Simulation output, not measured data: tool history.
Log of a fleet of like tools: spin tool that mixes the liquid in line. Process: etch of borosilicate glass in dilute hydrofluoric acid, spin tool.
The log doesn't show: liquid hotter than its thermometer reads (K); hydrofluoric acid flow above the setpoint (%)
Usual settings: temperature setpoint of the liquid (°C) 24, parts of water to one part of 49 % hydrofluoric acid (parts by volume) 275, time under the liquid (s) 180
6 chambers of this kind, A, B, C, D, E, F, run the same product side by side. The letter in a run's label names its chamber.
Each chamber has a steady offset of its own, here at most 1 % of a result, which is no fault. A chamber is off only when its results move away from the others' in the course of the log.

run,hour,temperature setpoint of the liquid (°C),parts of water to one part of 49 % hydrofluoric acid (parts by volume),time under the liquid (s),hours since the thermometer was replaced,hours since the hydrofluoric acid flow meter was replaced,"read-back film thickness of the borosilicate glass reference wafer, read on the same gauge (nm)",thickness taken off the borosilicate glass on a monitor wafer (Å)
1E,4.9,24,275,180,754.5,452.6,139.94,171.1
2A,10,24,275,180,2517.2,354.3,140.01,172.42
3C,16.3,24,275,180,1451.4,2072.2,140,172.97
4F,24.8,24,275,180,756.2,353.5,140.03,169.68
5D,32.5,24,275,180,433.6,126,140.01,172.04
6B,40,24,275,180,522.5,1652.1,139.98,173.14
7B,47,24,275,180,529.5,1659.1,140.04,171.65
8A,51.2,24,275,180,2558.4,395.5,139.97,171.43
9D,56.4,28.5,165,180,457.5,149.9,139.96,384.21
10C,61.3,28.5,165,180,1496.4,2117.2,140,388.31
11F,65.2,28.5,165,180,796.6,393.9,140.02,381.46
12E,73.6,28.5,165,180,823.2,521.3,140.04,378.8
13C,82,28.5,165,180,1517.1,2137.9,140.02,388.77
14E,87.5,28.5,165,180,837.1,535.2,139.97,377.68
# hour 92.2: chamber E: hydrofluoric acid flow meter replaced
15B,94.6,24,165,180,577.1,1706.7,140.03,328.91
16A,101.7,24,165,180,2608.9,446,139.96,326.09
17D,108.3,24,165,180,509.4,201.8,139.98,324.34
18F,115.6,24,165,180,847,444.3,140.02,324.71
19C,122.6,24,165,180,1557.7,2178.5,139.99,328.43
20D,127.2,24,165,180,528.3,220.7,140.01,321.44
21A,134.8,24,275,180,2642,479.1,140.02,172.18
22F,139.9,28,275,180,871.3,468.6,139.98,199.1
23B,144.3,28,275,180,626.8,1756.4,140.04,197.39
# hour 151.4: chamber E: thermometer replaced
24E,152.3,28,275,180,0.9,60.2,140.04,196.58
25A,157.4,28,275,180,2664.6,501.7,140,197.7
# hour 160: chamber C: hydrofluoric acid flow meter replaced
26B,164.1,28,275,180,646.6,1776.2,139.97,197.55
# hour 166.9: chamber B: hydrofluoric acid flow meter replaced
27F,171.9,28,275,180,903.3,500.6,140,201.95
28D,177.3,24,275,180,578.4,270.8,140,172.01
29E,185.4,24,185,285,34,93.3,139.98,439.82
# hour 190.5: chamber C: thermometer replaced
30C,192.1,24,185,285,1.6,32.1,139.96,448.87
31B,196.9,24,185,285,679.4,30,139.99,451.44
32F,202.8,24,185,285,934.2,531.5,140.01,460.78
33C,207.3,24,185,285,16.8,47.3,140.03,450.34
34D,215.3,24,185,285,616.4,308.8,139.94,444.53
35E,220.2,24,275,180,68.8,128.1,139.97,171.92
36A,225.9,24,275,180,2733.1,570.2,140.01,170.81
37C,234.4,24,275,180,43.9,74.4,140.01,172.77
38D,239.7,24,275,180,640.8,333.2,140,174.26

Next, every chamber runs the same settings. What will each give?
39A,245.9,24,275,180,,,,?
39B,245.9,24,275,180,,,,?
39C,245.9,24,275,180,,,,?
39D,245.9,24,275,180,,,,?
39E,245.9,24,275,180,,,,?
39F,245.9,24,275,180,,,,?

run,thickness taken off the borosilicate glass on a monitor wafer (Å)
39A,173.85
39B,173.14
39C,172.73
39D,172.84
39E,170.95
39F,181.79
